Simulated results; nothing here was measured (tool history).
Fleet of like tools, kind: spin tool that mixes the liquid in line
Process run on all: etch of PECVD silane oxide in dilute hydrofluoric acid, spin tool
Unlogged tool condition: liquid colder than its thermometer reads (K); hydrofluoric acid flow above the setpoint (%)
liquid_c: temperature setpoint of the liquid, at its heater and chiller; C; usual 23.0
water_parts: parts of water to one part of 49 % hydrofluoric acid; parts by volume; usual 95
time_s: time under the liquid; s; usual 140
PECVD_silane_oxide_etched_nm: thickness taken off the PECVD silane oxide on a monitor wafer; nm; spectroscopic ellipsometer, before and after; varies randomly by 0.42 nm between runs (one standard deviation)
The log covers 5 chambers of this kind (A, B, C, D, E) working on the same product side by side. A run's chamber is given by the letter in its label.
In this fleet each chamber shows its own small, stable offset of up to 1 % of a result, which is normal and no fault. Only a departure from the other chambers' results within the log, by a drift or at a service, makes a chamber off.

run,hour,liquid_c,water_parts,time_s,hours since the thermometer was replaced,hours since the hydrofluoric acid flow meter was replaced,"read-back film thickness of the PECVD silane oxide reference wafer, read on the same gauge (nm)",PECVD_silane_oxide_etched_nm
1A,4.5,23.0,95,140,864.3,608.2,119.99,43.186
2B,8.4,23.0,95,140,701.6,1864.8,120.03,42.929
3D,12.1,23.0,95,140,675.8,114.6,119.98,44.071
4E,16.7,23.0,95,140,1151.0,1542.4,120.01,44.086
5C,20.0,23.0,95,140,694.4,704.0,119.99,43.824
6B,23.4,23.0,95,140,716.6,1879.8,120.00,43.680
7D,25.7,23.0,95,140,689.4,128.2,119.99,43.831
8A,28.2,23.0,95,140,888.0,631.9,119.99,42.661
9C,30.8,23.0,95,140,705.2,714.8,119.97,43.275
10E,33.1,23.0,95,140,1167.4,1558.8,120.00,44.725
11D,36.5,23.0,95,140,700.2,139.0,119.99,44.094
12E,39.9,21.5,140,140,1174.2,1565.6,120.01,26.675
13B,42.9,21.5,140,140,736.1,1899.3,120.01,26.782
14A,45.7,21.5,140,140,905.5,649.4,120.00,25.617
15C,48.4,21.5,140,140,722.8,732.4,119.99,26.445
16D,51.5,21.5,140,140,715.2,154.0,120.01,26.239
17A,54.5,19.0,95,140,914.3,658.2,119.99,36.427
18B,57.5,19.0,95,140,750.7,1913.9,119.99,37.256
19E,59.8,19.0,95,140,1194.1,1585.5,119.97,37.885
20C,62.1,19.0,95,140,736.5,746.1,120.00,36.594
# hour 63.3: chamber B: hydrofluoric acid flow meter replaced
21D,64.5,19.0,95,140,728.2,167.0,120.00,37.009
22C,68.8,23.0,95,140,743.2,752.8,120.00,44.838
23E,71.2,21.5,95,140,1205.5,1596.9,119.99,41.770
24B,75.6,21.5,95,140,768.8,12.4,120.01,40.409
25A,79.4,21.5,95,140,939.2,683.1,120.02,39.302
26E,83.8,21.5,95,140,1218.1,1609.5,120.01,41.188
27C,87.3,21.5,95,140,761.7,771.3,119.99,41.748
28B,90.3,23.0,95,140,783.5,27.1,120.00,42.899
29D,93.5,23.0,95,140,757.2,196.0,119.98,44.657
30A,96.7,23.0,95,140,956.5,700.4,120.01,41.641
31B,99.4,23.0,95,140,792.6,36.2,119.99,43.644
32A,104.0,23.0,95,140,963.8,707.7,119.99,41.015
33E,106.7,23.0,95,140,1241.0,1632.4,120.00,44.330

Does one chamber stand apart from the rest, does the shared gauge drift, or is all well apart from small per-chamber offsets? Give the chamber and the most likely cause, where there is one.

It is chamber A that slowly wanders off from its peers.
Most likely cause: liquid colder than its thermometer reads (K) = 1.82.
The log might look much the same if the cause were instead: hydrofluoric acid flow below the setpoint (%).

Below are 4 candidate recipes for chamber A's next run, each the usual settings with a change, their results shown as question marks. Which of them brings A's results back in line with what the other chambers give on the usual settings?
Maximum distance from the other chambers' mean on the usual settings for a result to count as in line: PECVD_silane_oxide_etched_nm 1.500 nm
34A-1,110.0,23.5,95,140,,,,?
34A-2,110.0,23.0,95,130,,,,?
34A-3,110.0,22.5,95,140,,,,?
34A-4,110.0,23.0,95,150,,,,?

Usual-settings mean across the other chambers: PECVD_silane_oxide_etched_nm 43.897 nm
run,PECVD_silane_oxide_etched_nm
34A-1,41.504
34A-2,37.778
34A-3,39.861
34A-4,43.590
With 34A-4, the chamber falls back in line with the rest.
